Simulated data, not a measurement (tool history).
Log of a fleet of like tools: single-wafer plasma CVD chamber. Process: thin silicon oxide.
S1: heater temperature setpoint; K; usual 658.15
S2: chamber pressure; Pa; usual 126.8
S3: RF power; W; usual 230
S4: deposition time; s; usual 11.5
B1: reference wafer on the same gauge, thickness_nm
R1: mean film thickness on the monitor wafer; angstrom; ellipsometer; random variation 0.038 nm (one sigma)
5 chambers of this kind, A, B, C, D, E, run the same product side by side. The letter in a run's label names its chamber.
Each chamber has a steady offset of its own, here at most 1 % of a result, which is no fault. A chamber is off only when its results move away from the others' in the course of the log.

{"run": "1C", "hour": 6.7, "S1": 658.15, "S2": 126.8, "S3": 230, "S4": 11.5, "B1": 26.292, "R1": 221}
{"run": "2A", "hour": 11.3, "S1": 658.15, "S2": 126.8, "S3": 230, "S4": 11.5, "B1": 26.311, "R1": 217.75}
{"run": "3B", "hour": 20.6, "S1": 658.15, "S2": 126.8, "S3": 230, "S4": 11.5, "B1": 26.317, "R1": 220.2}
{"hour": 22.7, "done": "chamber E: thermocouple changed; heater temperature recalibrated"}
{"run": "4D", "hour": 26.6, "S1": 658.15, "S2": 126.8, "S3": 230, "S4": 11.5, "B1": 26.305, "R1": 220.11}
{"hour": 31.5, "done": "chamber D: RF generator calibrated"}
{"run": "5E", "hour": 35.8, "S1": 658.15, "S2": 126.8, "S3": 230, "S4": 11.5, "B1": 26.331, "R1": 219.66}
{"run": "6D", "hour": 42.5, "S1": 658.15, "S2": 126.8, "S3": 230, "S4": 11.5, "B1": 26.338, "R1": 220.11}
{"run": "7E", "hour": 49.8, "S1": 658.15, "S2": 126.8, "S3": 230, "S4": 11.5, "B1": 26.333, "R1": 219.49}
{"run": "8A", "hour": 56.6, "S1": 658.15, "S2": 126.8, "S3": 230, "S4": 11.5, "B1": 26.342, "R1": 218.81}
{"run": "9C", "hour": 62.2, "S1": 658.15, "S2": 126.8, "S3": 230, "S4": 11.5, "B1": 26.342, "R1": 219.5}
{"run": "10B", "hour": 66.8, "S1": 658.15, "S2": 126.8, "S3": 230, "S4": 11.5, "B1": 26.343, "R1": 220.86}
{"run": "11E", "hour": 75.8, "S1": 658.15, "S2": 126.8, "S3": 230, "S4": 11.5, "B1": 26.357, "R1": 219.95}
{"run": "12A", "hour": 82.1, "S1": 658.15, "S2": 126.8, "S3": 230, "S4": 9.4, "B1": 26.352, "R1": 179.1}
{"run": "13B", "hour": 88.2, "S1": 658.15, "S2": 126.8, "S3": 230, "S4": 9.4, "B1": 26.363, "R1": 180.21}
{"run": "14C", "hour": 95.4, "S1": 658.15, "S2": 126.8, "S3": 230, "S4": 9.4, "B1": 26.363, "R1": 180.75}
{"run": "15D", "hour": 103.0, "S1": 658.15, "S2": 126.8, "S3": 230, "S4": 9.4, "B1": 26.37, "R1": 180.07}
{"run": "16E", "hour": 108.1, "S1": 658.15, "S2": 126.8, "S3": 230, "S4": 9.4, "B1": 26.36, "R1": 180.12}
{"run": "17B", "hour": 118.2, "S1": 658.15, "S2": 126.8, "S3": 230, "S4": 11.5, "B1": 26.375, "R1": 220.17}
{"run": "18C", "hour": 126.2, "S1": 658.15, "S2": 126.8, "S3": 230, "S4": 11.5, "B1": 26.363, "R1": 220.41}
{"run": "19D", "hour": 135.3, "S1": 658.15, "S2": 126.8, "S3": 230, "S4": 11.5, "B1": 26.387, "R1": 220.83}
{"run": "20A", "hour": 142.7, "S1": 658.15, "S2": 126.8, "S3": 230, "S4": 11.5, "B1": 26.393, "R1": 219.76}
{"run": "21C", "hour": 150.4, "S1": 658.15, "S2": 126.8, "S3": 230, "S4": 11.5, "B1": 26.392, "R1": 219.85}
{"run": "22D", "hour": 160.4, "S1": 658.15, "S2": 126.8, "S3": 230, "S4": 11.5, "B1": 26.406, "R1": 220.54}
{"run": "23E", "hour": 169.1, "S1": 658.15, "S2": 126.8, "S3": 230, "S4": 11.5, "B1": 26.401, "R1": 220.64}
{"run": "24A", "hour": 176.9, "S1": 652.15, "S2": 126.8, "S3": 200, "S4": 11.5, "B1": 26.404, "R1": 206.28}
{"run": "25B", "hour": 183.7, "S1": 652.15, "S2": 126.8, "S3": 200, "S4": 11.5, "B1": 26.409, "R1": 207.08}
{"run": "26A", "hour": 191.6, "S1": 652.15, "S2": 126.8, "S3": 200, "S4": 11.5, "B1": 26.418, "R1": 206.02}
{"run": "27C", "hour": 199.2, "S1": 652.15, "S2": 126.8, "S3": 200, "S4": 11.5, "B1": 26.421, "R1": 207.37}
{"run": "28E", "hour": 208.4, "S1": 652.15, "S2": 126.8, "S3": 200, "S4": 11.5, "B1": 26.429, "R1": 207.73}
{"run": "29D", "hour": 217.8, "S1": 658.15, "S2": 126.8, "S3": 230, "S4": 11.5, "B1": 26.425, "R1": 220.55}
{"run": "30B", "hour": 223.8, "S1": 658.15, "S2": 126.8, "S3": 230, "S4": 11.5, "B1": 26.431, "R1": 220.9}
{"run": "31A", "hour": 231.7, "S1": 658.15, "S2": 126.8, "S3": 230, "S4": 11.5, "B1": 26.445, "R1": 219.42}
{"run": "32E", "hour": 239.2, "S1": 658.15, "S2": 126.8, "S3": 230, "S4": 11.5, "B1": 26.439, "R1": 220.61}
{"run": "33C", "hour": 244.3, "S1": 658.15, "S2": 126.8, "S3": 230, "S4": 11.5, "B1": 26.437, "R1": 221.2}
{"run": "34D", "hour": 254.3, "S1": 658.15, "S2": 126.8, "S3": 230, "S4": 11.5, "B1": 26.45, "R1": 220.39}
{"run": "35B", "hour": 259.2, "S1": 658.15, "S2": 126.8, "S3": 230, "S4": 11.5, "B1": 26.464, "R1": 221.49}
{"hour": 263.0, "done": "chamber C: thermocouple changed; heater temperature recalibrated"}
{"run": "36E", "hour": 267.4, "S1": 658.15, "S2": 126.8, "S3": 230, "S4": 11.5, "B1": 26.456, "R1": 221.97}
{"run": "37C", "hour": 273.1, "S1": 658.15, "S2": 126.8, "S3": 230, "S4": 11.5, "B1": 26.463, "R1": 220.62}
{"run": "38D", "hour": 277.8, "S1": 658.15, "S2": 126.8, "S3": 230, "S4": 11.5, "B1": 26.477, "R1": 220.85}
{"run": "39A", "hour": 285.9, "S1": 658.15, "S2": 126.8, "S3": 230, "S4": 11.5, "B1": 26.472, "R1": 220.15}
{"run": "40B", "hour": 295.1, "S1": 658.15, "S2": 126.8, "S3": 230, "S4": 10, "B1": 26.479, "R1": 192.76}

All 5 chambers run these settings next. Forecast each chamber's results:
{"run": "41A", "hour": 302.5, "S1": 658.15, "S2": 144.4, "S3": 230, "S4": 11.5, "R1": "?"}
{"run": "41B", "hour": 302.5, "S1": 658.15, "S2": 144.4, "S3": 230, "S4": 11.5, "R1": "?"}
{"run": "41C", "hour": 302.5, "S1": 658.15, "S2": 144.4, "S3": 230, "S4": 11.5, "R1": "?"}
{"run": "41D", "hour": 302.5, "S1": 658.15, "S2": 144.4, "S3": 230, "S4": 11.5, "R1": "?"}
{"run": "41E", "hour": 302.5, "S1": 658.15, "S2": 144.4, "S3": 230, "S4": 11.5, "R1": "?"}

run=41A R1=240.89
run=41B R1=243.19
run=41C R1=243.05
run=41D R1=242.26
run=41E R1=241.65

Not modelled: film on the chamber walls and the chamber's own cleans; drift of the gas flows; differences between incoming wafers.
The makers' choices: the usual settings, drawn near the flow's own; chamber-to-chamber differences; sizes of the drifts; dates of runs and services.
